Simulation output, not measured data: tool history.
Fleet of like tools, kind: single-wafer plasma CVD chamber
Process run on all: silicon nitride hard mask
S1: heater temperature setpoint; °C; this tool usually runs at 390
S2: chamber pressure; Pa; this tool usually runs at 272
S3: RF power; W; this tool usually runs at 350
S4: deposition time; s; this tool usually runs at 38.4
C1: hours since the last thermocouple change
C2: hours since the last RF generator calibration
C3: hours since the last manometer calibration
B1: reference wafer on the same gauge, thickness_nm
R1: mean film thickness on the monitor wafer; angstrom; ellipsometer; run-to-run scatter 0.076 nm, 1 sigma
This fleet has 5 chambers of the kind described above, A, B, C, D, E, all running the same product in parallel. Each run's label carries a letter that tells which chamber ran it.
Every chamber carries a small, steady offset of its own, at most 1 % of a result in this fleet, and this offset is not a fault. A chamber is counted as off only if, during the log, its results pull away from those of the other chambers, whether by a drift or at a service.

{"run": "1E", "hour": 2.4, "S1": 390, "S2": 272, "S3": 350, "S4": 38.4, "C1": 1989.1, "C2": 885.6, "C3": 2076.1, "B1": 45.779, "R1": 527.44}
{"run": "2C", "hour": 5.2, "S1": 390, "S2": 272, "S3": 350, "S4": 38.4, "C1": 135.1, "C2": 796.8, "C3": 1346, "B1": 45.786, "R1": 526.16}
{"run": "3B", "hour": 8.9, "S1": 390, "S2": 272, "S3": 350, "S4": 38.4, "C1": 965.8, "C2": 32.7, "C3": 969, "B1": 45.782, "R1": 527.62}
{"run": "4D", "hour": 12.1, "S1": 390, "S2": 272, "S3": 350, "S4": 38.4, "C1": 1281.8, "C2": 992.2, "C3": 827.7, "B1": 45.778, "R1": 529.54}
{"run": "5A", "hour": 16.0, "S1": 390, "S2": 272, "S3": 350, "S4": 38.4, "C1": 309.6, "C2": 391.4, "C3": 1441.3, "B1": 45.751, "R1": 526.5}
{"run": "6B", "hour": 18.9, "S1": 390, "S2": 272, "S3": 350, "S4": 38.4, "C1": 975.8, "C2": 42.7, "C3": 979, "B1": 45.745, "R1": 525.31}
{"run": "7A", "hour": 22.6, "S1": 390, "S2": 328, "S3": 350, "S4": 38.4, "C1": 316.2, "C2": 398, "C3": 1447.9, "B1": 45.739, "R1": 552.03}
{"run": "8C", "hour": 26.0, "S1": 390, "S2": 328, "S3": 350, "S4": 38.4, "C1": 155.9, "C2": 817.6, "C3": 1366.8, "B1": 45.738, "R1": 551.49}
{"run": "9D", "hour": 28.0, "S1": 390, "S2": 328, "S3": 350, "S4": 38.4, "C1": 1297.7, "C2": 1008.1, "C3": 843.6, "B1": 45.734, "R1": 552.58}
{"run": "10E", "hour": 31.8, "S1": 390, "S2": 328, "S3": 350, "S4": 38.4, "C1": 2018.5, "C2": 915, "C3": 2105.5, "B1": 45.727, "R1": 552.75}
{"run": "11A", "hour": 35.5, "S1": 390, "S2": 328, "S3": 350, "S4": 38.4, "C1": 329.1, "C2": 410.9, "C3": 1460.8, "B1": 45.69, "R1": 552.09}
{"run": "12C", "hour": 38.7, "S1": 390, "S2": 272, "S3": 350, "S4": 38.4, "C1": 168.6, "C2": 830.3, "C3": 1379.5, "B1": 45.696, "R1": 525.18}
{"run": "13D", "hour": 41.8, "S1": 390, "S2": 272, "S3": 350, "S4": 38.4, "C1": 1311.5, "C2": 1021.9, "C3": 857.4, "B1": 45.686, "R1": 529.22}
{"run": "14E", "hour": 45.4, "S1": 399, "S2": 272, "S3": 315, "S4": 38.4, "C1": 2032.1, "C2": 928.6, "C3": 2119.1, "B1": 45.665, "R1": 489.46}
{"run": "15B", "hour": 49.1, "S1": 399, "S2": 272, "S3": 315, "S4": 38.4, "C1": 1006, "C2": 72.9, "C3": 1009.2, "B1": 45.656, "R1": 489.85}
{"run": "16A", "hour": 53.3, "S1": 399, "S2": 272, "S3": 315, "S4": 38.4, "C1": 346.9, "C2": 428.7, "C3": 1478.6, "B1": 45.647, "R1": 490.54}
{"run": "17B", "hour": 55.2, "S1": 399, "S2": 272, "S3": 315, "S4": 38.4, "C1": 1012.1, "C2": 79, "C3": 1015.3, "B1": 45.64, "R1": 490.02}
{"run": "18C", "hour": 59.1, "S1": 399, "S2": 272, "S3": 315, "S4": 38.4, "C1": 189, "C2": 850.7, "C3": 1399.9, "B1": 45.66, "R1": 488.05}
{"run": "19E", "hour": 61.4, "S1": 390, "S2": 272, "S3": 350, "S4": 38.4, "C1": 2048.1, "C2": 944.6, "C3": 2135.1, "B1": 45.625, "R1": 526.04}
{"run": "20D", "hour": 65.3, "S1": 390, "S2": 272, "S3": 295, "S4": 38.4, "C1": 1335, "C2": 1045.4, "C3": 880.9, "B1": 45.637, "R1": 472.09}
{"run": "21C", "hour": 68.3, "S1": 390, "S2": 272, "S3": 295, "S4": 38.4, "C1": 198.2, "C2": 859.9, "C3": 1409.1, "B1": 45.615, "R1": 470.13}
{"run": "22B", "hour": 71.9, "S1": 390, "S2": 272, "S3": 295, "S4": 38.4, "C1": 1028.8, "C2": 95.7, "C3": 1032, "B1": 45.609, "R1": 470.79}
{"run": "23A", "hour": 75.1, "S1": 390, "S2": 272, "S3": 295, "S4": 38.4, "C1": 368.7, "C2": 450.5, "C3": 1500.4, "B1": 45.593, "R1": 470.34}
{"run": "24D", "hour": 77.6, "S1": 390, "S2": 272, "S3": 295, "S4": 38.4, "C1": 1347.3, "C2": 1057.7, "C3": 893.2, "B1": 45.58, "R1": 471.88}
{"run": "25E", "hour": 81.1, "S1": 390, "S2": 272, "S3": 350, "S4": 38.4, "C1": 2067.8, "C2": 964.3, "C3": 2154.8, "B1": 45.596, "R1": 526.37}
{"run": "26C", "hour": 84.0, "S1": 390, "S2": 272, "S3": 350, "S4": 45.5, "C1": 213.9, "C2": 875.6, "C3": 1424.8, "B1": 45.58, "R1": 621.72}
{"run": "27A", "hour": 86.0, "S1": 390, "S2": 272, "S3": 350, "S4": 45.5, "C1": 379.6, "C2": 461.4, "C3": 1511.3, "B1": 45.572, "R1": 622.28}
{"run": "28B", "hour": 88.3, "S1": 390, "S2": 272, "S3": 350, "S4": 45.5, "C1": 1045.2, "C2": 112.1, "C3": 1048.4, "B1": 45.536, "R1": 620.74}
{"run": "29D", "hour": 91.4, "S1": 390, "S2": 272, "S3": 350, "S4": 45.5, "C1": 1361.1, "C2": 1071.5, "C3": 907, "B1": 45.56, "R1": 623.63}
{"run": "30E", "hour": 95.5, "S1": 390, "S2": 272, "S3": 350, "S4": 45.5, "C1": 2082.2, "C2": 978.7, "C3": 2169.2, "B1": 45.568, "R1": 621.09}
{"run": "31A", "hour": 98.9, "S1": 390, "S2": 272, "S3": 350, "S4": 38.4, "C1": 392.5, "C2": 474.3, "C3": 1524.2, "B1": 45.537, "R1": 523.99}

Has any chamber moved away from the others, gradually or after a service, or does the common gauge drift, or do the chambers differ only by their own small steady offsets? State the chamber and the most likely cause if one applies.

The gauge drifts, so all chambers seem to drift together. No chamber is off.
What lies behind it: gauge reads low (%) = 0.594.

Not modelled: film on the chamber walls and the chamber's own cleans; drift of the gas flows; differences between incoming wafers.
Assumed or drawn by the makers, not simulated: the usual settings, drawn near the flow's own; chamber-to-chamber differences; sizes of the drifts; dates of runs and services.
